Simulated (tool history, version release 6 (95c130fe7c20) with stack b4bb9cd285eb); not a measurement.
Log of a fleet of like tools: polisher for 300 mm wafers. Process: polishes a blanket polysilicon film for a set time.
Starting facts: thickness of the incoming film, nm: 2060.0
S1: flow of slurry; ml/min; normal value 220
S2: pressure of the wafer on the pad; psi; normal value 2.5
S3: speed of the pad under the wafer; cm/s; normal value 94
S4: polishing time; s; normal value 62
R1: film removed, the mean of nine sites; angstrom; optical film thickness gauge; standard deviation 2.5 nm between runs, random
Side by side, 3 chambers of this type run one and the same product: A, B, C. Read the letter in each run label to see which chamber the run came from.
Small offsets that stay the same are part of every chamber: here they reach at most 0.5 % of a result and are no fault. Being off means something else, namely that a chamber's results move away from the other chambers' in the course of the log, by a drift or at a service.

run   hour   S1   S2  S3  S4      R1
       0.4  -- chamber B: worn pad replaced by a new one
 1B    9.7  220  2.5  94  62  3988.1
 2A   16.6  220  2.5  94  62  3963.2
      26.6  -- chamber A: worn pad replaced by a new one
 3C   27.5  220  2.5  94  62  3947.6
 4B   37.7  220  2.5  94  62  3997.3
      38.9  -- chamber B: slurry nozzle cleaned
      45.0  -- chamber A: slurry nozzle cleaned
 5C   50.8  220  2.5  94  62  3958.7
 6A   58.3  220  2.5  94  62  4029.6
 7A   68.8  220  2.5  94  62  4006.7
 8C   76.6  220  2.5  94  62  3971.6
      80.8  -- chamber B: worn pad replaced by a new one
 9B   85.6  220  2.5  94  62  4004.7
      94.2  -- chamber C: worn pad replaced by a new one
10C   97.3  220  2.5  94  62  3968.4
11B  104.7  220  2.5  94  62  3967.8
12A  110.7  220  2.5  94  62  4001.5
13C  123.1  220  2.5  94  62  3922.4
14A  135.5  220  2.5  94  62  3977.1
15B  143.1  220  2.5  94  62  3956.5
     145.9  -- chamber A: worn pad replaced by a new one
16B  149.9  220  2.5  94  62  3950.4
     158.7  -- chamber B: worn pad replaced by a new one
17C  163.0  220  2.8  94  62  4424.6
18A  169.7  220  2.8  94  62  4438.5
19C  181.0  220  2.8  94  62  4414.3
20B  193.4  220  3.2  74  62  4037.3
21A  205.1  220  3.2  74  62  4022.2
22B  212.6  220  3.2  74  62  4019.3
23C  220.1  220  2.5  94  62  3872.6
     226.8  -- chamber B: worn pad replaced by a new one
     230.7  -- chamber C: worn pad replaced by a new one
24A  232.6  220  2.5  94  62  3966.8
25C  239.2  220  2.5  94  62  3882.9
     244.9  -- chamber C: slurry nozzle cleaned
26A  248.1  220  2.5  94  55  3469.1
27B  260.0  220  2.5  94  55  3575.5
28C  272.8  220  2.5  94  55  3412.7
     277.5  -- chamber A: worn pad replaced by a new one
29A  279.1  220  2.5  94  62  4005.4
30B  289.0  220  2.5  94  62  4017.0
31B  297.7  220  2.5  94  62  3988.2
32A  307.8  220  2.5  94  62  4033.1
     311.4  -- chamber B: worn pad replaced by a new one
33C  319.6  220  2.5  94  62  3826.6
34A  328.9  220  2.5  94  62  3988.0
35C  338.0  220  2.5  94  62  3837.6
36B  348.2  220  2.5  94  62  3976.5
     350.7  -- chamber B: slurry nozzle cleaned
37C  359.4  220  2.5  94  62  3760.2
38B  365.7  220  1.9  72  62  2279.4
39A  373.1  220  1.9  72  62  2299.8

Has any chamber moved away from the others, gradually or after a service, or does the common gauge drift, or do the chambers differ only by their own small steady offsets? State the chamber and the most likely cause if one applies.

Chamber C drifts away from the others.
Likeliest cause: head's pressure below its setpoint, % = 5.25.

Chamber C could run next with any of the 4 candidate recipes listed below; each alters the usual settings, and their results appear as question marks. Which one brings its results back in line with what the other chambers deliver on the usual settings?
In line means no further than this from the other chambers' mean on the usual settings: R1 86.0 angstrom
40C-1  382.7  220  2.5  94  61   ?
40C-2  382.7  220  2.6  94  63   ?
40C-3  382.7  220  2.5  94  63   ?
40C-4  382.7  145  2.5  94  62   ?

Mean of the other chambers on the usual settings: R1 3968.8 angstrom
  run      R1
40C-1  3703.3
40C-2  3980.0
40C-3  3824.7
40C-4  3542.0
It is 40C-2 that realigns the chamber with its peers.
